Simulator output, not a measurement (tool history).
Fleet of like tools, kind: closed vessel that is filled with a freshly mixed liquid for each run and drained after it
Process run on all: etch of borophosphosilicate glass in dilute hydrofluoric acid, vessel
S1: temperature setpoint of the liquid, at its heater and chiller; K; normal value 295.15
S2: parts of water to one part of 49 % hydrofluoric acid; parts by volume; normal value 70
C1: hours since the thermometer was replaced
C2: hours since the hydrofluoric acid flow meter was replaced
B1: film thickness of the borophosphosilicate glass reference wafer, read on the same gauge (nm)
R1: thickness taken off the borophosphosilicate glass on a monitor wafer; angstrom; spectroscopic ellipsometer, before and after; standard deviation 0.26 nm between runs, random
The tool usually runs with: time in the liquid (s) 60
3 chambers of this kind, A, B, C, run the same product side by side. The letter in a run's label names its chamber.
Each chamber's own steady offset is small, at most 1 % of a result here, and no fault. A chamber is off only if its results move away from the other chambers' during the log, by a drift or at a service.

{"run": "1C", "hour": 2.7, "S1": 295.15, "S2": 70, "time in the liquid (s)": 60, "C1": 144.3, "C2": 388.4, "B1": 40.024, "R1": 522.17}
{"run": "2B", "hour": 5.5, "S1": 295.15, "S2": 70, "time in the liquid (s)": 60, "C1": 1440.8, "C2": 41.2, "B1": 40.004, "R1": 524.23}
{"run": "3A", "hour": 9.8, "S1": 295.15, "S2": 70, "time in the liquid (s)": 60, "C1": 605.7, "C2": 880.0, "B1": 39.999, "R1": 520.29}
{"run": "4C", "hour": 14.0, "S1": 295.15, "S2": 70, "time in the liquid (s)": 60, "C1": 155.6, "C2": 399.7, "B1": 39.968, "R1": 523.23}
{"run": "5B", "hour": 18.1, "S1": 295.15, "S2": 70, "time in the liquid (s)": 60, "C1": 1453.4, "C2": 53.8, "B1": 40.008, "R1": 530.29}
{"run": "6A", "hour": 22.4, "S1": 295.15, "S2": 70, "time in the liquid (s)": 60, "C1": 618.3, "C2": 892.6, "B1": 40.017, "R1": 513.27}
{"run": "7C", "hour": 25.3, "S1": 292.15, "S2": 90, "time in the liquid (s)": 60, "C1": 166.9, "C2": 411.0, "B1": 40.002, "R1": 351.73}
{"run": "8A", "hour": 28.3, "S1": 292.15, "S2": 90, "time in the liquid (s)": 60, "C1": 624.2, "C2": 898.5, "B1": 40.006, "R1": 347.78}
{"run": "9B", "hour": 33.0, "S1": 292.15, "S2": 90, "time in the liquid (s)": 60, "C1": 1468.3, "C2": 68.7, "B1": 39.99, "R1": 353.37}
{"run": "10B", "hour": 36.7, "S1": 295.15, "S2": 70, "time in the liquid (s)": 60, "C1": 1472.0, "C2": 72.4, "B1": 40.025, "R1": 527.82}
{"run": "11C", "hour": 39.8, "S1": 295.15, "S2": 70, "time in the liquid (s)": 60, "C1": 181.4, "C2": 425.5, "B1": 39.994, "R1": 522.38}
{"run": "12A", "hour": 44.1, "S1": 295.15, "S2": 70, "time in the liquid (s)": 60, "C1": 640.0, "C2": 914.3, "B1": 39.995, "R1": 519.21}
{"run": "13C", "hour": 48.7, "S1": 295.15, "S2": 70, "time in the liquid (s)": 60, "C1": 190.3, "C2": 434.4, "B1": 40.008, "R1": 524.02}
{"run": "14B", "hour": 53.2, "S1": 295.15, "S2": 70, "time in the liquid (s)": 60, "C1": 1488.5, "C2": 88.9, "B1": 40.013, "R1": 534.94}
{"run": "15A", "hour": 55.6, "S1": 295.15, "S2": 70, "time in the liquid (s)": 60, "C1": 651.5, "C2": 925.8, "B1": 39.991, "R1": 513.3}
{"run": "16A", "hour": 60.1, "S1": 297.15, "S2": 70, "time in the liquid (s)": 60, "C1": 656.0, "C2": 930.3, "B1": 40.004, "R1": 556.58}
{"run": "17B", "hour": 64.9, "S1": 297.15, "S2": 70, "time in the liquid (s)": 60, "C1": 1500.2, "C2": 100.6, "B1": 39.991, "R1": 571.79}
{"run": "18C", "hour": 67.9, "S1": 297.15, "S2": 70, "time in the liquid (s)": 60, "C1": 209.5, "C2": 453.6, "B1": 39.984, "R1": 576.77}
{"run": "19A", "hour": 70.1, "S1": 295.15, "S2": 70, "time in the liquid (s)": 60, "C1": 666.0, "C2": 940.3, "B1": 39.997, "R1": 517.08}
{"run": "20B", "hour": 73.4, "S1": 295.15, "S2": 90, "time in the liquid (s)": 60, "C1": 1508.7, "C2": 109.1, "B1": 40.004, "R1": 403.08}
{"run": "21C", "hour": 77.9, "S1": 295.15, "S2": 90, "time in the liquid (s)": 60, "C1": 219.5, "C2": 463.6, "B1": 39.977, "R1": 413.62}
{"run": "22C", "hour": 82.3, "S1": 295.15, "S2": 90, "time in the liquid (s)": 60, "C1": 223.9, "C2": 468.0, "B1": 39.995, "R1": 416.23}
{"run": "23A", "hour": 86.5, "S1": 295.15, "S2": 70, "time in the liquid (s)": 60, "C1": 682.4, "C2": 956.7, "B1": 40.022, "R1": 517.04}
{"run": "24B", "hour": 89.0, "S1": 293.65, "S2": 70, "time in the liquid (s)": 70, "C1": 1524.3, "C2": 124.7, "B1": 39.995, "R1": 582.26}
{"run": "25B", "hour": 91.4, "S1": 293.65, "S2": 70, "time in the liquid (s)": 70, "C1": 1526.7, "C2": 127.1, "B1": 39.996, "R1": 578.62}
{"run": "26A", "hour": 95.2, "S1": 293.65, "S2": 70, "time in the liquid (s)": 70, "C1": 691.1, "C2": 965.4, "B1": 40.003, "R1": 566.88}
{"run": "27C", "hour": 99.4, "S1": 295.15, "S2": 70, "time in the liquid (s)": 60, "C1": 241.0, "C2": 485.1, "B1": 40.017, "R1": 547.66}
{"run": "28C", "hour": 103.2, "S1": 295.15, "S2": 70, "time in the liquid (s)": 60, "C1": 244.8, "C2": 488.9, "B1": 39.995, "R1": 553.54}

Has any chamber moved away from the others, gradually or after a service, or does the common gauge drift, or do the chambers differ only by their own small steady offsets? State the chamber and the most likely cause if one applies.

Chamber C drifts away from the others.
Cause: hydrofluoric acid flow above the setpoint (%) = 5.96.
Not necessarily distinguishable in this log from: liquid hotter than its thermometer reads (K).

Here are 4 candidates for chamber C's next run, each the usual settings with a change, their results left as question marks. Which one brings its results back in line with what the others give on the usual settings?
In-line tolerance around the mean of the other chambers on the usual settings: R1 9.20 angstrom
{"run": "29C-1", "hour": 106.8, "S1": 292.15, "S2": 70, "time in the liquid (s)": 60, "R1": "?"}
{"run": "29C-2", "hour": 106.8, "S1": 296.65, "S2": 70, "time in the liquid (s)": 60, "R1": "?"}
{"run": "29C-3", "hour": 106.8, "S1": 298.15, "S2": 70, "time in the liquid (s)": 60, "R1": "?"}
{"run": "29C-4", "hour": 106.8, "S1": 293.65, "S2": 70, "time in the liquid (s)": 60, "R1": "?"}

What the other chambers average on the usual settings: R1 522.95 angstrom
run=29C-1 R1=488.05
run=29C-2 R1=587.72
run=29C-3 R1=624.34
run=29C-4 R1=519.63
It is 29C-4 that realigns the chamber with its peers.
